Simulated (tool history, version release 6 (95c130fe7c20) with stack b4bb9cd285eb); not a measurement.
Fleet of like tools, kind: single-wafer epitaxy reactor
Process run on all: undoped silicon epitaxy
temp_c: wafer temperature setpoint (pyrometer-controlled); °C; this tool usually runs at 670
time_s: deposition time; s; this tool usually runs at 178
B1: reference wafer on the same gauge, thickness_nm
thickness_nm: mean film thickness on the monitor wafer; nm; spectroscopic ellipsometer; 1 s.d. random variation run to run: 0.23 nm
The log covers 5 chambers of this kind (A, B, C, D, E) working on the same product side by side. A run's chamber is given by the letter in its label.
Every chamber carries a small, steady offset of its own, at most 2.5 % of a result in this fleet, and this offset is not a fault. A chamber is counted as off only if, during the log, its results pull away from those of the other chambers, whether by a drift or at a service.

Run 1A, hour 2.3: usual settings; B1 50.611. Result: thickness_nm 45.687 nm.
Run 2C, hour 5.7: usual settings; B1 50.560. Result: thickness_nm 46.159 nm.
Run 3E, hour 8.8: usual settings; B1 50.611. Result: thickness_nm 44.776 nm.
Run 4D, hour 12.8: usual settings; B1 50.603. Result: thickness_nm 45.976 nm.
Run 5B, hour 14.7: usual settings; B1 50.536. Result: thickness_nm 45.156 nm.
Run 6A, hour 17.8: usual settings; B1 50.573. Result: thickness_nm 45.513 nm.
Run 7D, hour 21.2: usual settings; B1 50.645. Result: thickness_nm 46.268 nm.
Run 8C, hour 24.8: usual settings; B1 50.591. Result: thickness_nm 46.338 nm.
Run 9B, hour 28.2: usual settings; B1 50.658. Result: thickness_nm 45.663 nm.
Run 10E, hour 32.6: usual settings but temp_c 682 °C, time_s 149 s; B1 50.624. Result: thickness_nm 48.031 nm.
Run 11C, hour 35.1: usual settings but temp_c 682 °C, time_s 149 s; B1 50.560. Result: thickness_nm 49.655 nm.
Run 12B, hour 38.5: usual settings but temp_c 682 °C, time_s 149 s; B1 50.539. Result: thickness_nm 49.053 nm.
Run 13A, hour 42.6: usual settings but temp_c 682 °C, time_s 149 s; B1 50.541. Result: thickness_nm 48.955 nm.
Run 14E, hour 45.5: usual settings but temp_c 682 °C, time_s 149 s; B1 50.675. Result: thickness_nm 48.549 nm.
At hour 48.3: chamber E: pyrometer calibrated.
Run 15D, hour 48.5: usual settings; B1 50.660. Result: thickness_nm 45.772 nm.
Run 16E, hour 51.7: usual settings; B1 50.633. Result: thickness_nm 42.676 nm.
Run 17B, hour 55.5: usual settings; B1 50.646. Result: thickness_nm 45.803 nm.
Run 18D, hour 59.7: usual settings; B1 50.680. Result: thickness_nm 46.473 nm.
Run 19A, hour 62.5: usual settings; B1 50.653. Result: thickness_nm 45.966 nm.
Run 20C, hour 65.3: usual settings; B1 50.629. Result: thickness_nm 45.982 nm.
Run 21D, hour 67.8: usual settings; B1 50.645. Result: thickness_nm 46.018 nm.
Run 22A, hour 70.1: usual settings but temp_c 684 °C, time_s 212 s; B1 50.601. Result: thickness_nm 72.295 nm.
Run 23B, hour 72.8: usual settings but temp_c 684 °C, time_s 212 s; B1 50.599. Result: thickness_nm 72.619 nm.
Run 24C, hour 75.5: usual settings but temp_c 684 °C, time_s 212 s; B1 50.623. Result: thickness_nm 72.499 nm.
Run 25E, hour 78.0: usual settings but temp_c 684 °C, time_s 212 s; B1 50.577. Result: thickness_nm 67.309 nm.
Run 26D, hour 80.8: usual settings but temp_c 684 °C, time_s 212 s; B1 50.664. Result: thickness_nm 72.775 nm.
Run 27A, hour 85.0: usual settings; B1 50.598. Result: thickness_nm 45.795 nm.
Run 28B, hour 88.8: usual settings; B1 50.583. Result: thickness_nm 45.122 nm.
Run 29C, hour 92.0: usual settings; B1 50.600. Result: thickness_nm 45.986 nm.
Run 30E, hour 94.1: usual settings; B1 50.622. Result: thickness_nm 43.010 nm.
Run 31A, hour 98.2: usual settings; B1 50.629. Result: thickness_nm 46.047 nm.
Run 32E, hour 100.3: usual settings; B1 50.685. Result: thickness_nm 42.391 nm.
Run 33B, hour 102.3: usual settings; B1 50.608. Result: thickness_nm 45.140 nm.
Run 34D, hour 106.2: usual settings; B1 50.525. Result: thickness_nm 45.798 nm.
Run 35C, hour 110.6: usual settings; B1 50.664. Result: thickness_nm 46.066 nm.
Run 36E, hour 114.8: usual settings but temp_c 655 °C, time_s 161 s; B1 50.607. Result: thickness_nm 27.999 nm.
Run 37B, hour 118.0: usual settings but temp_c 655 °C, time_s 161 s; B1 50.644. Result: thickness_nm 29.787 nm.
Run 38A, hour 121.7: usual settings but temp_c 655 °C, time_s 161 s; B1 50.640. Result: thickness_nm 29.829 nm.
Run 39D, hour 125.0: usual settings but temp_c 655 °C, time_s 161 s; B1 50.532. Result: thickness_nm 30.593 nm.
Run 40C, hour 127.1: usual settings but temp_c 655 °C, time_s 161 s; B1 50.653. Result: thickness_nm 30.281 nm.
Run 41D, hour 130.5: usual settings; B1 50.679. Result: thickness_nm 45.632 nm.

Next, all 5 chambers run the settings below, one line each with question marks for the results. What does each chamber give?
Run 42A, hour 133.7: usual settings but temp_c 656 °C. Result: thickness_nm ?.
Run 42B, hour 133.7: usual settings but temp_c 656 °C. Result: thickness_nm ?.
Run 42C, hour 133.7: usual settings but temp_c 656 °C. Result: thickness_nm ?.
Run 42D, hour 133.7: usual settings but temp_c 656 °C. Result: thickness_nm ?.
Run 42E, hour 133.7: usual settings but temp_c 656 °C. Result: thickness_nm ?.

run  thickness_nm
42A        33.775
42B        33.938
42C        34.531
42D        34.002
42E        31.199

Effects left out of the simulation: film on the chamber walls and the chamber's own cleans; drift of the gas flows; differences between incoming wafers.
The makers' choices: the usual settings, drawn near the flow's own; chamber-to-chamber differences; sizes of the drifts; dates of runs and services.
